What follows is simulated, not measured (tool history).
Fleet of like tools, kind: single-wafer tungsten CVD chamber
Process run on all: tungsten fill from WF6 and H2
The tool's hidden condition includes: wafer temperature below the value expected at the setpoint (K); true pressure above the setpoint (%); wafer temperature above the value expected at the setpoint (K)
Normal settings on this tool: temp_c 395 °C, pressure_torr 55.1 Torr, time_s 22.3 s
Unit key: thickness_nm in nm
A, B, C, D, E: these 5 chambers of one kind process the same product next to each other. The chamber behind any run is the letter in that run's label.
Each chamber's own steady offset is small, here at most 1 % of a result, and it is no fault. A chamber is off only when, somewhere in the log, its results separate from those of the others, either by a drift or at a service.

| run | hour | temp_c | pressure_torr | time_s | hours since the last thermocouple change | hours since the last manometer calibration | read-back reference wafer on the same gauge, thickness_nm | thickness_nm |
|---|---|---|---|---|---|---|---|---|
| 1E | 7.5 | 395 | 55.1 | 22.3 | 13.9 | 688.3 | 68.385 | 78.207 |
| 2C | 13.3 | 395 | 55.1 | 22.3 | 980.9 | 42.9 | 68.486 | 77.435 |
| 3D | 19.6 | 395 | 55.1 | 22.3 | 1080.1 | 416.1 | 68.473 | 77.642 |
| 4A | 23.9 | 395 | 55.1 | 22.3 | 1569.6 | 976.3 | 68.492 | 78.521 |
| 5B | 29.3 | 395 | 55.1 | 22.3 | 2472.6 | 98.3 | 68.364 | 77.591 |
| 6C | 36.7 | 395 | 55.1 | 22.3 | 1004.3 | 66.3 | 68.458 | 77.833 |
| 7B | 44.5 | 395 | 55.1 | 22.3 | 2487.8 | 113.5 | 68.447 | 77.772 |
| 8E | 50.7 | 402 | 55.1 | 22.3 | 57.1 | 731.5 | 68.328 | 89.571 |
|  | 51.9 | chamber A: thermocouple changed; heater temperature recalibrated |
| 9A | 57.4 | 402 | 55.1 | 22.3 | 5.6 | 1009.8 | 68.373 | 88.934 |
| 10D | 61.5 | 402 | 55.1 | 22.3 | 1122 | 458 | 68.413 | 88.238 |
| 11C | 69.5 | 402 | 55.1 | 22.3 | 1037.1 | 99.1 | 68.408 | 88.121 |
| 12A | 76.5 | 402 | 55.1 | 22.3 | 24.7 | 1028.9 | 68.366 | 88.548 |
| 13E | 81.2 | 395 | 55.1 | 22.3 | 87.6 | 762 | 68.431 | 78.217 |
| 14D | 85.1 | 395 | 55.1 | 22.3 | 1145.6 | 481.6 | 68.373 | 77.95 |
| 15B | 91.8 | 395 | 55.1 | 22.3 | 2535.1 | 160.8 | 68.453 | 78.105 |
| 16E | 96.3 | 395 | 55.1 | 22.3 | 102.7 | 777.1 | 68.353 | 78.269 |
| 17D | 104 | 395 | 55.1 | 22.3 | 1164.5 | 500.5 | 68.445 | 78.061 |
|  | 107.6 | chamber B: thermocouple changed; heater temperature recalibrated |
| 18B | 111.7 | 395 | 55.1 | 22.3 | 4.1 | 180.7 | 68.348 | 79.981 |
| 19C | 116.7 | 395 | 55.1 | 22.3 | 1084.3 | 146.3 | 68.446 | 78.36 |
| 20A | 122.2 | 395 | 55.1 | 22.3 | 70.4 | 1074.6 | 68.425 | 78.816 |
| 21D | 129.8 | 395 | 55.1 | 22.3 | 1190.3 | 526.3 | 68.452 | 77.778 |
| 22C | 135 | 395 | 55.1 | 22.3 | 1102.6 | 164.6 | 68.451 | 77.753 |
| 23A | 139.4 | 395 | 55.1 | 22.3 | 87.6 | 1091.8 | 68.37 | 78.336 |
| 24E | 147.5 | 395 | 55.1 | 22.3 | 153.9 | 828.3 | 68.318 | 78.626 |
| 25B | 152 | 395 | 55.1 | 22.3 | 44.4 | 221 | 68.425 | 80.231 |
| 26B | 159.2 | 395 | 55.1 | 22.3 | 51.6 | 228.2 | 68.399 | 80.219 |
| 27E | 162.8 | 395 | 55.1 | 22.3 | 169.2 | 843.6 | 68.488 | 78.711 |
| 28C | 168.8 | 395 | 55.1 | 22.3 | 1136.4 | 198.4 | 68.408 | 77.779 |
| 29A | 175.6 | 395 | 55.1 | 22.3 | 123.8 | 1128 | 68.355 | 78.061 |
| 30D | 183.8 | 395 | 55.1 | 22.3 | 1244.3 | 580.3 | 68.358 | 78.095 |
| 31E | 191.3 | 395 | 55.1 | 22.3 | 197.7 | 872.1 | 68.365 | 78.265 |
| 32A | 196.2 | 395 | 55.1 | 22.3 | 144.4 | 1148.6 | 68.429 | 78.518 |
| 33D | 204.6 | 395 | 55.1 | 22.3 | 1265.1 | 601.1 | 68.334 | 77.18 |

Is one chamber off against the others, does the gauge drift, or is nothing wrong? If a chamber is off, say which, and what the likeliest cause is.

The work done on chamber B during a service left it standing apart from the others.
Cause: wafer temperature above the value expected at the setpoint (K) = 1.73.

Below are 4 candidate recipes for chamber B's next run, each the usual settings with a change, their results shown as question marks. Which of them brings B's results back in line with what the other chambers give on the usual settings?
In line means no further than this from the other chambers' mean on the usual settings: thickness_nm 1.2 nm
| 34B-1 | 210.6 | 393 | 54.4 | 21.9 |  |  |  | ? |
| 34B-2 | 210.6 | 397 | 55.8 | 22.7 |  |  |  | ? |
| 34B-3 | 210.6 | 394 | 54.7 | 22.1 |  |  |  | ? |
| 34B-4 | 210.6 | 395 | 56 | 22.8 |  |  |  | ? |

Average result of the remaining chambers running the usual settings: thickness_nm 78.036 nm
| run | thickness_nm |
|---|---|
| 34B-1 | 75.953 |
| 34B-2 | 85.811 |
| 34B-3 | 78.292 |
| 34B-4 | 83.169 |
34B-3 is the one that brings the chamber's results back in line with the other chambers.
